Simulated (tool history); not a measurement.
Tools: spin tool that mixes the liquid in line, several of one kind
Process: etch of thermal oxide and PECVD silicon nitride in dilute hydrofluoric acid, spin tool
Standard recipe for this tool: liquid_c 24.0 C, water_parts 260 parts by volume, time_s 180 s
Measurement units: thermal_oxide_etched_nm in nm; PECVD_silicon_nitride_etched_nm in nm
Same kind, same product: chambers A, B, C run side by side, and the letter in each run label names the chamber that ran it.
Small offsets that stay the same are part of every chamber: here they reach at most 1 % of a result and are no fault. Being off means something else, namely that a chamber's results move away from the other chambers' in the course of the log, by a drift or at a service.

run     day  liquid_c  water_parts  time_s  hours since the thermometer was replaced  hours since the hydrofluoric acid flow meter was replaced  read-back film thickness of the thermal oxide reference wafer, read on the same gauge (nm)  read-back film thickness of the PECVD silicon nitride reference wafer, read on the same gauge (nm)  thermal_oxide_etched_nm  PECVD_silicon_nitride_etched_nm
 1C   0.208      24.0          260     180                                    1439.3                                                        8.0                                                                                      29.982                                                                                              59.980                  2.66030                          2.63190
 2A   0.467      24.0          260     180                                    1014.0                                                      684.1                                                                                      30.028                                                                                              59.973                  2.70050                          2.59310
 3B   0.683      24.0          260     180                                    1096.1                                                      441.1                                                                                      29.973                                                                                              60.040                  2.67370                          2.61920
 4B   0.983      24.0          260     180                                    1103.3                                                      448.3                                                                                      29.997                                                                                              60.011                  2.64390                          2.63170
 5A   1.196      24.0          260     180                                    1031.5                                                      701.6                                                                                      29.987                                                                                              60.002                  2.69960                          2.56870
 6C   1.583      24.0          260     180                                    1472.3                                                       41.0                                                                                      29.993                                                                                              60.014                  2.68490                          2.70720
 7A   1.792      24.0          260     180                                    1045.8                                                      715.9                                                                                      30.011                                                                                              60.032                  2.68640                          2.61790
 8B   2.058      26.0          260     115                                    1129.1                                                      474.1                                                                                      30.001                                                                                              59.991                  1.80190                          1.92050
 9C   2.367      26.0          260     115                                    1491.1                                                       59.8                                                                                      29.996                                                                                              59.971                  1.80740                          1.87590
10A   2.704      26.0          260     115                                    1067.7                                                      737.8                                                                                      30.024                                                                                              59.984                  1.80820                          1.90310
11C   3.054      24.0          260     180                                    1507.6                                                       76.3                                                                                      30.008                                                                                              60.042                  2.62810                          2.57390
12B   3.354      24.0          260     180                                    1160.2                                                      505.2                                                                                      30.011                                                                                              60.023                  2.61900                          2.62490
13A   3.754      19.5          260      75                                    1092.9                                                      763.0                                                                                      30.000                                                                                              59.960                  0.95713                          0.82845
14B   3.988      19.5          260      75                                    1175.4                                                      520.4                                                                                      30.002                                                                                              60.006                  0.91988                          0.83108
15C   4.275      19.5          260      75                                    1536.9                                                      105.6                                                                                      30.005                                                                                              60.012                  0.92358                          0.79887
16A   4.479      24.0          260     180                                    1110.3                                                      780.4                                                                                      29.983                                                                                              60.017                  2.69100                          2.58390
17B   4.696      24.0          260     180                                    1192.4                                                      537.4                                                                                      30.018                                                                                              59.992                  2.60280                          2.59100
18C   4.971      24.0          260     180                                    1553.6                                                      122.3                                                                                      30.015                                                                                              60.023                  2.62690                          2.61600
19A   5.362      24.0          260     180                                    1131.5                                                      801.6                                                                                      30.009                                                                                              59.988                  2.63030                          2.66870
20C   5.638      24.0          260     250                                    1569.6                                                      138.3                                                                                      29.992                                                                                              60.014                  3.64190                          3.60260
21B   6.029      24.0          260     250                                    1224.4                                                      569.4                                                                                      30.000                                                                                              60.013                  3.75250                          3.67300
22A   6.417      24.0          260     250                                    1156.8                                                      826.9                                                                                      30.000                                                                                              60.044                  3.69010                          3.60230
23B   6.742      24.0          260     180                                    1241.5                                                      586.5                                                                                      30.004                                                                                              60.001                  2.65080                          2.65960
24C   7.021      24.0          260     180                                    1602.8                                                      171.5                                                                                      29.999                                                                                              59.979                  2.68740                          2.59240
25A   7.404      24.0          260     180                                    1180.5                                                      850.6                                                                                      30.032                                                                                              60.013                  2.68930                          2.61040
26C   7.746      24.0          260     180                                    1620.2                                                      188.9                                                                                      30.012                                                                                              60.009                  2.63680                          2.63240
27B   8.125      24.0          260     180                                    1274.7                                                      619.7                                                                                      29.985                                                                                              59.991                  2.66840                          2.68010
28B   8.525      24.0          260     180                                    1284.3                                                      629.3                                                                                      29.999                                                                                              59.998                  2.67880                          2.62340
29C   8.808      24.0          260     180                                    1645.7                                                      214.4                                                                                      30.019                                                                                              60.001                  2.65360                          2.66790
30A   9.121      24.0          260     180                                    1221.7                                                      891.8                                                                                      30.011                                                                                              59.989                  2.69180                          2.70140
31B   9.338      24.0          260     145                                    1303.8                                                      648.8                                                                                      29.990                                                                                              59.997                  2.16090                          2.12730
32A   9.717      24.0          260     145                                    1236.0                                                      906.1                                                                                      30.012                                                                                              60.009                  2.15000                          2.09630
33C  10.025      24.0          260     145                                    1674.9                                                      243.6                                                                                      30.007                                                                                              59.968                  2.14790                          2.11790
34C  10.200      24.0          260     180                                    1679.1                                                      247.8                                                                                      29.993                                                                                              60.026                  2.65010                          2.61840
35B  10.533      24.0          260     275                                    1332.5                                                      677.5                                                                                      29.983                                                                                              60.011                  4.05630                          4.03750
     10.754  -- chamber B: hydrofluoric acid flow meter replaced
36A  10.933      24.0          260     275                                    1265.2                                                      935.3                                                                                      30.026                                                                                              59.980                  4.04450                          4.00130
37A  11.271      24.0          260     275                                    1273.3                                                      943.4                                                                                      29.994                                                                                              60.016                  4.05660                          4.02890
38B  11.458      24.0          260     180                                    1354.7                                                       17.0                                                                                      29.988                                                                                              59.998                  2.61360                          2.63240
39C  11.771      24.0          260     180                                    1716.8                                                      285.5                                                                                      29.975                                                                                              59.983                  2.61670                          2.63690
40A  11.996      24.0          260     180                                    1290.7                                                      960.8                                                                                      30.016                                                                                              60.010                  2.69870                          2.62780
41B  12.212      24.0          260     180                                    1372.8                                                       35.1                                                                                      29.993                                                                                              59.963                  2.64870                          2.64620
42C  12.583      24.0          260     180                                    1736.3                                                      305.0                                                                                      29.982                                                                                              60.000                  2.60370                          2.60140

All chambers now run identical settings, listed one chamber a line with results as question marks. What results will each chamber show?
43A  12.871      24.0          260     180                                                                                                                                                                                                                                                                                                                             ?                                ?
43B  12.871      24.0          260     180                                                                                                                                                                                                                                                                                                                             ?                                ?
43C  12.871      24.0          260     180                                                                                                                                                                                                                                                                                                                             ?                                ?

run  thermal_oxide_etched_nm  PECVD_silicon_nitride_etched_nm
43A                  2.65930                          2.64210
43B                  2.63490                          2.60710
43C                  2.64790                          2.57420
